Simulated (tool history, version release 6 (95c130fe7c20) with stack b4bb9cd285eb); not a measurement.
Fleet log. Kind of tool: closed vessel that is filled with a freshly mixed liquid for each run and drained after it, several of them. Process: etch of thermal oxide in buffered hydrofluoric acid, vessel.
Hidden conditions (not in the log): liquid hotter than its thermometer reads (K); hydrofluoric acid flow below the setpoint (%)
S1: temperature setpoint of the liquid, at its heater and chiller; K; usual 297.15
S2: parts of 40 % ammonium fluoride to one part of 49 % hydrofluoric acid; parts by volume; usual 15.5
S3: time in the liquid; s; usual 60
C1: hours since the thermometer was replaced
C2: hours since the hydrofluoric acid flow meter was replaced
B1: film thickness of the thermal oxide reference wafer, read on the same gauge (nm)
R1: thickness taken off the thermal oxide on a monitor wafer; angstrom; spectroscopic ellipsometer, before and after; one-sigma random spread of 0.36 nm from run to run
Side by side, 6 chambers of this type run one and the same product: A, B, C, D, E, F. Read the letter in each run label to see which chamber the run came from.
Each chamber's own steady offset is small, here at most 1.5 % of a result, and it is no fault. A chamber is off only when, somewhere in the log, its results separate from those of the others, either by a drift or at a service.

run,hour,S1,S2,S3,C1,C2,B1,R1
1D,10.8,297.15,15.5,60,184.8,1278.9,140,454.54
2F,19.7,297.15,15.5,60,921.1,656.1,140.05,448.55
3B,28,297.15,15.5,60,94.9,315.9,140,457.03
4C,41.9,297.15,15.5,60,1483.3,160.2,140.04,465.08
5E,49.9,297.15,15.5,60,547.4,907.9,140.03,454.1
6A,62.2,297.15,15.5,60,284.9,1120.6,140,457.88
7B,70.3,297.15,15.5,60,137.2,358.2,140.02,451.07
8E,78,297.15,15.5,60,575.5,936,140.05,448.91
9F,93.3,297.15,15.5,60,994.7,729.7,139.99,458.45
10D,104.8,297.15,15.5,60,278.8,1372.9,140,463.58
11A,115.1,297.15,15.5,60,337.8,1173.5,140.03,457.51
# hour 117.1: chamber B: hydrofluoric acid flow meter replaced
12C,122.4,297.15,15.5,60,1563.8,240.7,140.01,457.19
13A,136.1,297.15,15.5,60,358.8,1194.5,139.99,457.16
14B,151.1,297.15,15.5,60,218,34.1,139.96,449.66
15F,163.6,297.15,15.5,60,1065,800,140.04,445.74
16C,179.4,297.15,15.5,60,1620.8,297.7,140.02,459.63
17D,189.8,297.15,15.5,60,363.8,1457.9,140,455.74
18E,199.3,301.15,15.5,60,696.8,1057.3,140.01,557.17
19C,206.7,301.15,15.5,60,1648.1,325,139.98,564.91
20D,219.9,301.15,15.5,60,393.9,1488,139.99,564.61
21F,231.9,301.15,15.5,60,1133.3,868.3,140,573.33
# hour 236.6: chamber D: hydrofluoric acid flow meter replaced
22E,246.6,301.15,15.5,60,744.1,1104.6,140.01,559.19
23B,254.8,301.15,15.5,60,321.7,137.8,140,566.01
24A,268.5,297.15,15.5,60,491.2,1326.9,140.05,461.39
# hour 275.2: chamber E: hydrofluoric acid flow meter replaced
25A,277.9,297.15,15.5,60,500.6,1336.3,140.03,452.33
26B,286.4,297.15,15.5,60,353.3,169.4,140,452.15
27F,300.7,297.15,15.5,60,1202.1,937.1,140.01,466.35
28D,310.1,297.15,15.5,60,484.1,73.6,140.01,455.91
29E,324.6,297.15,15.5,60,822.1,49.5,139.97,452.93
# hour 331.6: chamber F: hydrofluoric acid flow meter replaced
30C,336,297.15,15.5,60,1777.4,454.3,140.04,453.22
31E,343.1,297.15,15.5,60,840.6,68,140.03,446.52
32D,354.9,297.15,15.5,60,528.9,118.4,140.03,459.61
33C,363.8,297.15,15.5,60,1805.2,482.1,139.98,457.32
34A,379.5,297.15,15.5,60,602.2,1437.9,139.97,456.64
35B,389.5,297.15,15.5,60,456.4,272.5,140.03,451.57
36F,402.8,297.15,15.5,60,1304.2,71.2,139.97,484.59
37D,414.3,297.15,15.5,60,588.3,177.8,140.04,456.58

Is one chamber out of step, is the gauge drifting, or do the chambers differ by no more than their own small offsets? For an off chamber, give its letter and the likeliest cause.

One chamber, F, drifts off from the rest bit by bit.
Likeliest cause: liquid hotter than its thermometer reads (K) = 1.43.

Which of the 4 candidates below, each the usual settings with something changed and its results left as question marks, puts chamber F back in line with what the other chambers give on the usual settings?
Maximum distance from the other chambers' mean on the usual settings for a result to count as in line: R1 12 angstrom
38F-1,425.7,296.65,16,60,,,,?
38F-2,425.7,297.15,16,60,,,,?
38F-3,425.7,297.65,15.5,60,,,,?
38F-4,425.7,297.15,14.5,60,,,,?

Other chambers, usual settings, mean: R1 456.42 angstrom
run,R1
38F-1,459.66
38F-2,472.55
38F-3,500.97
38F-4,519.88
38F-1 is the one that brings the chamber's results back in line with the other chambers.
